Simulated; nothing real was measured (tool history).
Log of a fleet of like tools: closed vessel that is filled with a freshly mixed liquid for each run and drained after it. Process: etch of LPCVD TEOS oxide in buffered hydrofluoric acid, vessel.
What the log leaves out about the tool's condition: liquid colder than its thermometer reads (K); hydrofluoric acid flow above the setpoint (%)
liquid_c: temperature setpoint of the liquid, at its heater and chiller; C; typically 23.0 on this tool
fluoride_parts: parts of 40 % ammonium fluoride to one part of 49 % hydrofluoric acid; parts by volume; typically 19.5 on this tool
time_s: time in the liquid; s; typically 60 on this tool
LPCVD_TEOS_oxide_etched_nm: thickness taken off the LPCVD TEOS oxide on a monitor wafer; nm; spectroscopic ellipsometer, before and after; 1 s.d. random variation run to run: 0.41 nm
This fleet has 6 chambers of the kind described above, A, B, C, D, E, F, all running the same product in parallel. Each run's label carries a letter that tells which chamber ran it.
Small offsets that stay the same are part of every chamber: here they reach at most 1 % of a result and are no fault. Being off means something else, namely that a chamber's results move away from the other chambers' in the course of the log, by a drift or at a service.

run   hour  liquid_c  fluoride_parts  time_s  hours since the thermometer was replaced  hours since the hydrofluoric acid flow meter was replaced  read-back film thickness of the LPCVD TEOS oxide reference wafer, read on the same gauge (nm)  LPCVD_TEOS_oxide_etched_nm
 1C    8.6      23.0            19.5      60                                    1261.3                                                      313.5                                                                                         59.994                      48.498
 2E   16.3      23.0            19.5      60                                    1300.7                                                      706.6                                                                                         60.006                      48.637
 3A   24.2      23.0            19.5      60                                    1489.6                                                      371.2                                                                                         59.996                      47.160
 4D   30.2      23.0            19.5      60                                    1686.9                                                      149.1                                                                                         59.998                      46.678
 5B   40.0      23.0            19.5      60                                     239.9                                                      981.1                                                                                         60.004                      47.251
 6F   45.9      23.0            19.5      60                                    1018.7                                                     1047.4                                                                                         59.999                      47.820
 7D   53.3      23.0            19.5      60                                    1710.0                                                      172.2                                                                                         59.997                      47.471
 8B   59.0      23.0            26.5      60                                     258.9                                                     1000.1                                                                                         59.997                      37.414
 9C   64.9      23.0            26.5      60                                    1317.6                                                      369.8                                                                                         59.997                      38.961
10E   72.6      23.0            26.5      60                                    1357.0                                                      762.9                                                                                         60.001                      39.007
11F   80.0      23.0            26.5      60                                    1052.8                                                     1081.5                                                                                         59.998                      38.348
12A   85.6      23.0            26.5      60                                    1551.0                                                      432.6                                                                                         60.003                      37.937
13D   94.4      23.0            26.5      60                                    1751.1                                                      213.3                                                                                         60.004                      37.959
14A  101.2      23.0            19.5      60                                    1566.6                                                      448.2                                                                                         59.978                      47.655
15B  110.9      23.0            19.5      60                                     310.8                                                     1052.0                                                                                         59.999                      47.337
16F  121.5      23.0            14.5      60                                    1094.3                                                     1123.0                                                                                         60.000                      61.970
17C  130.8      23.0            14.5      60                                    1383.5                                                      435.7                                                                                         60.004                      63.481
     132.3  -- chamber A: thermometer replaced
18E  136.8      23.0            14.5      60                                    1421.2                                                      827.1                                                                                         60.011                      64.722
19A  145.6      23.0            14.5      60                                      13.3                                                      492.6                                                                                         59.989                      64.310
20B  156.0      23.0            14.5      60                                     355.9                                                     1097.1                                                                                         59.989                      62.062
21D  164.3      23.0            14.5      60                                    1821.0                                                      283.2                                                                                         60.007                      63.039
22F  170.9      23.0            19.5      60                                    1143.7                                                     1172.4                                                                                         59.975                      45.169
23C  180.5      23.0            19.5      60                                    1433.2                                                      485.4                                                                                         60.000                      48.278
24E  186.3      23.0            19.5      60                                    1470.7                                                      876.6                                                                                         60.018                      48.263
25C  194.9      23.0            19.5      60                                    1447.6                                                      499.8                                                                                         59.975                      48.090
26F  202.8      23.0            19.5      60                                    1175.6                                                     1204.3                                                                                         60.003                      44.434
27E  212.5      23.0            19.5      60                                    1496.9                                                      902.8                                                                                         60.015                      47.951
28A  218.2      23.0            19.5      60                                      85.9                                                      565.2                                                                                         60.015                      48.274
29D  226.6      23.0            19.5      60                                    1883.3                                                      345.5                                                                                         60.004                      47.305
30B  237.0      23.0            19.5      60                                     436.9                                                     1178.1                                                                                         60.001                      47.246
31F  248.0      27.5            19.5      75                                    1220.8                                                     1249.5                                                                                         60.003                      69.712
32C  254.5      27.5            19.5      75                                    1507.2                                                      559.4                                                                                         60.006                      76.163
33B  263.4      27.5            19.5      75                                     463.3                                                     1204.5                                                                                         59.983                      75.903
34A  272.4      27.5            19.5      75                                     140.1                                                      619.4                                                                                         60.015                      75.293
35E  278.1      27.5            19.5      75                                    1562.5                                                      968.4                                                                                         60.008                      77.202
     280.9  -- chamber F: hydrofluoric acid flow meter replaced
36D  288.3      27.5            19.5      75                                    1945.0                                                      407.2                                                                                         59.997                      76.003
37F  293.1      23.0            19.5      60                                    1265.9                                                       12.3                                                                                         59.994                      42.811

Does one chamber stand apart from the rest, does the shared gauge drift, or is all well apart from small per-chamber offsets? Give the chamber and the most likely cause, where there is one.

It is chamber F that slowly wanders off from its peers.
Most likely cause: liquid colder than its thermometer reads (K) = 2.25.

Here are 4 candidates for chamber F's next run, each the usual settings with a change, their results left as question marks. Which one brings its results back in line with what the others give on the usual settings?
A result is in line if it is within this distance of the other chambers' mean on the usual settings: LPCVD_TEOS_oxide_etched_nm 1.400 nm
38F-1  301.0      23.5            19.5      70                                                                                                                                                                                                                               ?
38F-2  301.0      22.0            21.0      60                                                                                                                                                                                                                               ?
38F-3  301.0      23.5            18.0      60                                                                                                                                                                                                                               ?
38F-4  301.0      20.0            19.5      60                                                                                                                                                                                                                               ?

On the usual settings, the other chambers give on average: LPCVD_TEOS_oxide_etched_nm 47.494 nm
  run  LPCVD_TEOS_oxide_etched_nm
38F-1                      50.496
38F-2                      37.473
38F-3                      46.824
38F-4                      35.416
The right change is 38F-3: it brings the chamber back within the allowed miss of the others.

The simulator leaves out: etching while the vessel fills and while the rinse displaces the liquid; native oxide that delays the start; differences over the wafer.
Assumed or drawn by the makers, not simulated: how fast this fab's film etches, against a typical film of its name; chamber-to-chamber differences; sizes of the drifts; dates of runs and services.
